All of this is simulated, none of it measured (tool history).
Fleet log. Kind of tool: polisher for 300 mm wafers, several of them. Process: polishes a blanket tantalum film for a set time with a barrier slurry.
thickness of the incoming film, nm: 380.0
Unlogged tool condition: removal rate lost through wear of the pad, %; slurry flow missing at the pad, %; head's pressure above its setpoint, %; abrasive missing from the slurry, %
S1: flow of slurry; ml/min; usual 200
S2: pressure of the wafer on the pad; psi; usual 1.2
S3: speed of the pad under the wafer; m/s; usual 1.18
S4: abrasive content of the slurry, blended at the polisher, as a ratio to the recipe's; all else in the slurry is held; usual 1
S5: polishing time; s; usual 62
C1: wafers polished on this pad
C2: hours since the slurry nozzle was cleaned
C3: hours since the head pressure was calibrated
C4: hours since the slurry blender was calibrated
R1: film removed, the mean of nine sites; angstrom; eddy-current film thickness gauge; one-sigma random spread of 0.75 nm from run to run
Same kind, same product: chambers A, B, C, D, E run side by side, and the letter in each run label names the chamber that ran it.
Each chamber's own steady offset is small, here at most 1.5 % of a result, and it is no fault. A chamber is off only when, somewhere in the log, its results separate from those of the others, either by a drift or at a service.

{"run": "1A", "hour": 4.1, "S1": 200, "S2": 1.2, "S3": 1.18, "S4": 1, "S5": 62, "C1": 441, "C2": 546.8, "C3": 286.2, "C4": 323.7, "R1": 711.21}
{"run": "2D", "hour": 12.0, "S1": 200, "S2": 1.2, "S3": 1.18, "S4": 1, "S5": 62, "C1": 826, "C2": 255.1, "C3": 379, "C4": 15.3, "R1": 706.49}
{"hour": 16.0, "done": "chamber B: worn pad replaced by a new one"}
{"run": "3E", "hour": 16.1, "S1": 200, "S2": 1.2, "S3": 1.18, "S4": 1, "S5": 62, "C1": 1294, "C2": 353.6, "C3": 410.6, "C4": 352.2, "R1": 684.48}
{"run": "4C", "hour": 21.2, "S1": 200, "S2": 1.2, "S3": 1.18, "S4": 1, "S5": 62, "C1": 799, "C2": 86.9, "C3": 284.3, "C4": 198.8, "R1": 701.06}
{"hour": 29.0, "done": "chamber C: worn pad replaced by a new one"}
{"run": "5B", "hour": 30.4, "S1": 200, "S2": 1.2, "S3": 1.18, "S4": 1, "S5": 62, "C1": 165, "C2": 194, "C3": 730.1, "C4": 183.6, "R1": 705.18}
{"hour": 33.0, "done": "chamber A: head pressure recalibrated"}
{"run": "6D", "hour": 35.7, "S1": 200, "S2": 1.2, "S3": 1.18, "S4": 1, "S5": 44, "C1": 1098, "C2": 278.8, "C3": 402.7, "C4": 39, "R1": 495.71}
{"hour": 41.4, "done": "chamber D: worn pad replaced by a new one"}
{"run": "7A", "hour": 42.6, "S1": 200, "S2": 1.2, "S3": 1.18, "S4": 1, "S5": 44, "C1": 884, "C2": 585.3, "C3": 9.7, "C4": 362.2, "R1": 491.42}
{"hour": 45.6, "done": "chamber E: worn pad replaced by a new one"}
{"run": "8C", "hour": 46.8, "S1": 200, "S2": 1.2, "S3": 1.18, "S4": 1, "S5": 44, "C1": 205, "C2": 112.5, "C3": 309.9, "C4": 224.4, "R1": 493.86}
{"run": "9E", "hour": 52.4, "S1": 200, "S2": 1.2, "S3": 1.18, "S4": 1, "S5": 44, "C1": 79, "C2": 389.9, "C3": 446.9, "C4": 388.5, "R1": 498.29}
{"run": "10B", "hour": 59.5, "S1": 200, "S2": 1.2, "S3": 1.18, "S4": 1, "S5": 44, "C1": 500, "C2": 223.1, "C3": 759.2, "C4": 212.7, "R1": 493.34}
{"hour": 63.8, "done": "chamber A: worn pad replaced by a new one"}
{"run": "11C", "hour": 67.5, "S1": 200, "S2": 1.2, "S3": 1.18, "S4": 1, "S5": 62, "C1": 443, "C2": 133.2, "C3": 330.6, "C4": 245.1, "R1": 700.24}
{"run": "12E", "hour": 74.9, "S1": 200, "S2": 1.2, "S3": 1.18, "S4": 1, "S5": 62, "C1": 338, "C2": 412.4, "C3": 469.4, "C4": 411, "R1": 700.1}
{"hour": 82.6, "done": "chamber E: slurry blender recalibrated"}
{"run": "13B", "hour": 83.4, "S1": 200, "S2": 1.2, "S3": 1.18, "S4": 0.75, "S5": 62, "C1": 775, "C2": 247, "C3": 783.1, "C4": 236.6, "R1": 645.48}
{"hour": 86.2, "done": "chamber A: slurry nozzle cleaned"}
{"hour": 87.9, "done": "chamber A: slurry blender recalibrated"}
{"hour": 91.1, "done": "chamber C: worn pad replaced by a new one"}
{"run": "14A", "hour": 92.4, "S1": 200, "S2": 1.2, "S3": 1.18, "S4": 0.75, "S5": 62, "C1": 329, "C2": 6.2, "C3": 59.5, "C4": 4.5, "R1": 633.13}
{"run": "15D", "hour": 97.4, "S1": 200, "S2": 1.2, "S3": 1.18, "S4": 0.75, "S5": 62, "C1": 645, "C2": 340.5, "C3": 464.4, "C4": 100.7, "R1": 629.6}
{"run": "16C", "hour": 103.6, "S1": 200, "S2": 1.2, "S3": 1.18, "S4": 0.75, "S5": 62, "C1": 144, "C2": 169.3, "C3": 366.7, "C4": 281.2, "R1": 635.78}
{"hour": 106.4, "done": "chamber B: slurry blender recalibrated"}
{"run": "17D", "hour": 109.1, "S1": 200, "S2": 1.2, "S3": 1.18, "S4": 0.75, "S5": 62, "C1": 779, "C2": 352.2, "C3": 476.1, "C4": 112.4, "R1": 648.88}
{"run": "18B", "hour": 115.3, "S1": 200, "S2": 1.2, "S3": 1.18, "S4": 1, "S5": 62, "C1": 1142, "C2": 278.9, "C3": 815, "C4": 8.9, "R1": 695.79}
{"run": "19A", "hour": 120.4, "S1": 200, "S2": 1.2, "S3": 1.18, "S4": 1, "S5": 62, "C1": 651, "C2": 34.2, "C3": 87.5, "C4": 32.5, "R1": 711.18}
{"hour": 127.5, "done": "chamber B: worn pad replaced by a new one"}
{"run": "20E", "hour": 129.1, "S1": 200, "S2": 1.2, "S3": 1.18, "S4": 1, "S5": 62, "C1": 961, "C2": 466.6, "C3": 523.6, "C4": 46.6, "R1": 685.78}
{"run": "21B", "hour": 137.0, "S1": 200, "S2": 1.2, "S3": 1.18, "S4": 1, "S5": 62, "C1": 109, "C2": 300.6, "C3": 836.7, "C4": 30.6, "R1": 678.2}
{"hour": 141.7, "done": "chamber B: head pressure recalibrated"}
{"run": "22D", "hour": 142.4, "S1": 200, "S2": 1.2, "S3": 1.18, "S4": 1, "S5": 62, "C1": 1162, "C2": 385.5, "C3": 509.4, "C4": 145.7, "R1": 687.85}
{"hour": 146.0, "done": "chamber D: worn pad replaced by a new one"}
{"run": "23E", "hour": 151.9, "S1": 200, "S2": 1.2, "S3": 1.18, "S4": 1, "S5": 62, "C1": 1223, "C2": 489.4, "C3": 546.4, "C4": 69.4, "R1": 712.61}
{"hour": 154.1, "done": "chamber C: worn pad replaced by a new one"}
{"run": "24A", "hour": 157.1, "S1": 200, "S2": 1.2, "S3": 1.18, "S4": 1, "S5": 62, "C1": 1073, "C2": 70.9, "C3": 124.2, "C4": 69.2, "R1": 693.29}
{"hour": 158.2, "done": "chamber A: worn pad replaced by a new one"}
{"run": "25C", "hour": 161.4, "S1": 200, "S2": 1.2, "S3": 1.18, "S4": 1, "S5": 62, "C1": 85, "C2": 227.1, "C3": 424.5, "C4": 339, "R1": 690.3}
{"run": "26E", "hour": 167.2, "S1": 200, "S2": 1.2, "S3": 1.18, "S4": 1, "S5": 62, "C1": 1399, "C2": 504.7, "C3": 561.7, "C4": 84.7, "R1": 711.96}
{"run": "27B", "hour": 173.1, "S1": 200, "S2": 1.1, "S3": 1.18, "S4": 1, "S5": 62, "C1": 524, "C2": 336.7, "C3": 31.4, "C4": 66.7, "R1": 705.9}
{"run": "28A", "hour": 181.2, "S1": 200, "S2": 1.1, "S3": 1.18, "S4": 1, "S5": 62, "C1": 265, "C2": 95, "C3": 148.3, "C4": 93.3, "R1": 646.08}
{"hour": 187.6, "done": "chamber E: worn pad replaced by a new one"}
{"hour": 189.7, "done": "chamber C: slurry blender recalibrated"}
{"run": "29D", "hour": 190.0, "S1": 200, "S2": 1.1, "S3": 1.18, "S4": 1, "S5": 62, "C1": 506, "C2": 433.1, "C3": 557, "C4": 193.3, "R1": 636.21}
{"run": "30C", "hour": 197.2, "S1": 200, "S2": 1.1, "S3": 1.18, "S4": 1, "S5": 62, "C1": 496, "C2": 262.9, "C3": 460.3, "C4": 7.5, "R1": 645.94}
{"run": "31D", "hour": 205.4, "S1": 200, "S2": 1.1, "S3": 1.18, "S4": 1, "S5": 62, "C1": 683, "C2": 448.5, "C3": 572.4, "C4": 208.7, "R1": 645.67}
{"run": "32E", "hour": 214.1, "S1": 200, "S2": 1.2, "S3": 1.18, "S4": 1, "S5": 62, "C1": 305, "C2": 551.6, "C3": 608.6, "C4": 131.6, "R1": 701.32}
{"run": "33A", "hour": 219.1, "S1": 200, "S2": 1.2, "S3": 1.18, "S4": 1, "S5": 62, "C1": 700, "C2": 132.9, "C3": 186.2, "C4": 131.2, "R1": 695.11}
{"hour": 224.0, "done": "chamber C: worn pad replaced by a new one"}
{"run": "34C", "hour": 225.3, "S1": 200, "S2": 1.2, "S3": 1.18, "S4": 1, "S5": 62, "C1": 15, "C2": 291, "C3": 488.4, "C4": 35.6, "R1": 701.03}

The same settings go to every chamber for the next run, one line per chamber below. Forecast the results for each:
{"run": "35A", "hour": 232.1, "S1": 200, "S2": 1.2, "S3": 1.18, "S4": 1, "S5": 75, "R1": "?"}
{"run": "35B", "hour": 232.1, "S1": 200, "S2": 1.2, "S3": 1.18, "S4": 1, "S5": 75, "R1": "?"}
{"run": "35C", "hour": 232.1, "S1": 200, "S2": 1.2, "S3": 1.18, "S4": 1, "S5": 75, "R1": "?"}
{"run": "35D", "hour": 232.1, "S1": 200, "S2": 1.2, "S3": 1.18, "S4": 1, "S5": 75, "R1": "?"}
{"run": "35E", "hour": 232.1, "S1": 200, "S2": 1.2, "S3": 1.18, "S4": 1, "S5": 75, "R1": "?"}

run=35A R1=855.65
run=35B R1=920.45
run=35C R1=840.93
run=35D R1=829.65
run=35E R1=856.59
